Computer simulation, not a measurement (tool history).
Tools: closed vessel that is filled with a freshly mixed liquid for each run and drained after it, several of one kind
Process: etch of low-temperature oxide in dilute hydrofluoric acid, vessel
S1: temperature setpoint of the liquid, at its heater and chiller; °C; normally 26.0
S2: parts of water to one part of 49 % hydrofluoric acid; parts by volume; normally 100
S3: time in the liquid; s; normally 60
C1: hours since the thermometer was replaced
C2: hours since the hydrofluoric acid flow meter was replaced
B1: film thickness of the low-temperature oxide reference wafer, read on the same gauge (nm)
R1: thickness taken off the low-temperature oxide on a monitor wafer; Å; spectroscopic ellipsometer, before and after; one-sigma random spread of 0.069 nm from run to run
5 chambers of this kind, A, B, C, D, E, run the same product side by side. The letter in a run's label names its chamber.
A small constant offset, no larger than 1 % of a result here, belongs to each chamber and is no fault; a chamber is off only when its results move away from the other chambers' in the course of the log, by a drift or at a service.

{"run": "1D", "day": 0.188, "S1": 26.0, "S2": 100, "S3": 60, "C1": 1060.6, "C2": 1341.7, "B1": 110.01, "R1": 107.26}
{"run": "2A", "day": 0.488, "S1": 26.0, "S2": 100, "S3": 60, "C1": 1249.1, "C2": 1805.6, "B1": 109.97, "R1": 109.17}
{"run": "3E", "day": 0.721, "S1": 26.0, "S2": 100, "S3": 60, "C1": 814.1, "C2": 488.1, "B1": 110.0, "R1": 108.46}
{"run": "4C", "day": 0.9, "S1": 26.0, "S2": 100, "S3": 60, "C1": 686.7, "C2": 804.0, "B1": 109.98, "R1": 107.04}
{"run": "5B", "day": 1.096, "S1": 26.0, "S2": 100, "S3": 60, "C1": 229.3, "C2": 81.4, "B1": 110.01, "R1": 107.95}
{"run": "6B", "day": 1.296, "S1": 26.0, "S2": 100, "S3": 60, "C1": 234.1, "C2": 86.2, "B1": 109.98, "R1": 107.49}
{"run": "7E", "day": 1.617, "S1": 26.0, "S2": 100, "S3": 60, "C1": 835.6, "C2": 509.6, "B1": 110.03, "R1": 108.55}
{"run": "8A", "day": 2.017, "S1": 26.0, "S2": 100, "S3": 60, "C1": 1285.8, "C2": 1842.3, "B1": 109.96, "R1": 108.67}
{"run": "9C", "day": 2.396, "S1": 26.0, "S2": 100, "S3": 60, "C1": 722.6, "C2": 839.9, "B1": 110.02, "R1": 107.09}
{"run": "10D", "day": 2.804, "S1": 26.0, "S2": 75, "S3": 40, "C1": 1123.4, "C2": 1404.5, "B1": 109.98, "R1": 98.462}
{"run": "11C", "day": 3.196, "S1": 26.0, "S2": 75, "S3": 40, "C1": 741.8, "C2": 859.1, "B1": 110.0, "R1": 97.794}
{"run": "12E", "day": 3.588, "S1": 26.0, "S2": 75, "S3": 40, "C1": 882.9, "C2": 556.9, "B1": 110.01, "R1": 100.97}
{"run": "13A", "day": 3.867, "S1": 26.0, "S2": 75, "S3": 40, "C1": 1330.2, "C2": 1886.7, "B1": 110.03, "R1": 99.514}
{"run": "14D", "day": 4.183, "S1": 26.0, "S2": 75, "S3": 40, "C1": 1156.5, "C2": 1437.6, "B1": 109.98, "R1": 98.065}
{"run": "15B", "day": 4.438, "S1": 26.0, "S2": 100, "S3": 60, "C1": 309.5, "C2": 161.6, "B1": 110.01, "R1": 108.52}
{"run": "16C", "day": 4.838, "S1": 26.0, "S2": 100, "S3": 60, "C1": 781.2, "C2": 898.5, "B1": 110.0, "R1": 107.95}
{"run": "17D", "day": 5.204, "S1": 26.0, "S2": 100, "S3": 60, "C1": 1181.0, "C2": 1462.1, "B1": 110.01, "R1": 106.59}
{"run": "18A", "day": 5.404, "S1": 30.5, "S2": 100, "S3": 60, "C1": 1367.1, "C2": 1923.6, "B1": 109.96, "R1": 128.69}
{"run": "19B", "day": 5.633, "S1": 30.5, "S2": 100, "S3": 60, "C1": 338.2, "C2": 190.3, "B1": 110.03, "R1": 127.98}
{"run": "20E", "day": 5.833, "S1": 30.5, "S2": 100, "S3": 60, "C1": 936.8, "C2": 610.8, "B1": 110.0, "R1": 128.36}
{"run": "21A", "day": 6.221, "S1": 30.5, "S2": 100, "S3": 60, "C1": 1386.7, "C2": 1943.2, "B1": 110.03, "R1": 127.73}
{"run": "22C", "day": 6.604, "S1": 30.5, "S2": 100, "S3": 60, "C1": 823.6, "C2": 940.9, "B1": 109.99, "R1": 127.8}
{"run": "23B", "day": 6.921, "S1": 26.0, "S2": 100, "S3": 60, "C1": 369.1, "C2": 221.2, "B1": 110.01, "R1": 106.6}
{"run": "24D", "day": 7.246, "S1": 26.0, "S2": 100, "S3": 60, "C1": 1230.0, "C2": 1511.1, "B1": 109.98, "R1": 105.31}
{"run": "25E", "day": 7.629, "S1": 26.0, "S2": 100, "S3": 60, "C1": 979.9, "C2": 653.9, "B1": 109.95, "R1": 107.98}
{"run": "26C", "day": 7.975, "S1": 26.0, "S2": 100, "S3": 60, "C1": 856.5, "C2": 973.8, "B1": 110.04, "R1": 106.68}
{"run": "27E", "day": 8.221, "S1": 22.0, "S2": 65, "S3": 60, "C1": 994.1, "C2": 668.1, "B1": 109.98, "R1": 148.73}
{"run": "28D", "day": 8.608, "S1": 22.0, "S2": 65, "S3": 60, "C1": 1262.7, "C2": 1543.8, "B1": 109.99, "R1": 142.1}
{"run": "29A", "day": 8.817, "S1": 22.0, "S2": 65, "S3": 60, "C1": 1449.0, "C2": 2005.5, "B1": 110.04, "R1": 147.58}
{"day": 8.821, "done": "chamber A: thermometer replaced"}
{"run": "30B", "day": 9.158, "S1": 22.0, "S2": 65, "S3": 60, "C1": 422.8, "C2": 274.9, "B1": 109.95, "R1": 147.6}
{"run": "31A", "day": 9.492, "S1": 22.0, "S2": 65, "S3": 60, "C1": 16.2, "C2": 2021.7, "B1": 110.02, "R1": 147.57}
{"run": "32C", "day": 9.775, "S1": 26.0, "S2": 100, "S3": 60, "C1": 899.7, "C2": 1017.0, "B1": 109.99, "R1": 107.09}
{"run": "33E", "day": 10.129, "S1": 26.0, "S2": 100, "S3": 60, "C1": 1039.9, "C2": 713.9, "B1": 110.03, "R1": 107.82}
{"run": "34D", "day": 10.312, "S1": 26.0, "S2": 145, "S3": 80, "C1": 1303.6, "C2": 1584.7, "B1": 110.0, "R1": 89.852}
{"run": "35B", "day": 10.717, "S1": 26.0, "S2": 145, "S3": 80, "C1": 460.2, "C2": 312.3, "B1": 110.02, "R1": 93.158}
{"run": "36C", "day": 11.025, "S1": 26.0, "S2": 145, "S3": 80, "C1": 929.7, "C2": 1047.0, "B1": 109.98, "R1": 93.239}
{"run": "37E", "day": 11.288, "S1": 26.0, "S2": 145, "S3": 80, "C1": 1067.7, "C2": 741.7, "B1": 110.0, "R1": 94.102}

One chamber off, gauge drift, or nothing amiss beyond the chambers' own small offsets? If it is a chamber, which one, and what is the likeliest cause?

One chamber, D, drifts off from the rest bit by bit.
Likeliest cause: hydrofluoric acid flow below the setpoint (%) = 4.7.
It could be hard to tell apart here from: liquid colder than its thermometer reads (K).

Here are 4 candidates for chamber D's next run, each the usual settings with a change, their results left as question marks. Which one brings its results back in line with what the others give on the usual settings?
In-line tolerance around the mean of the other chambers on the usual settings: R1 2.400 Å
{"run": "38D-1", "day": 11.592, "S1": 26.0, "S2": 105, "S3": 60, "R1": "?"}
{"run": "38D-2", "day": 11.592, "S1": 26.5, "S2": 100, "S3": 60, "R1": "?"}
{"run": "38D-3", "day": 11.592, "S1": 25.5, "S2": 100, "S3": 60, "R1": "?"}
{"run": "38D-4", "day": 11.592, "S1": 26.0, "S2": 95, "S3": 60, "R1": "?"}

The mean the other chambers reach with the usual settings: R1 108.130 Å
run=38D-1 R1=96.239
run=38D-2 R1=103.590
run=38D-3 R1=99.731
run=38D-4 R1=107.630
With 38D-4, the chamber falls back in line with the rest.

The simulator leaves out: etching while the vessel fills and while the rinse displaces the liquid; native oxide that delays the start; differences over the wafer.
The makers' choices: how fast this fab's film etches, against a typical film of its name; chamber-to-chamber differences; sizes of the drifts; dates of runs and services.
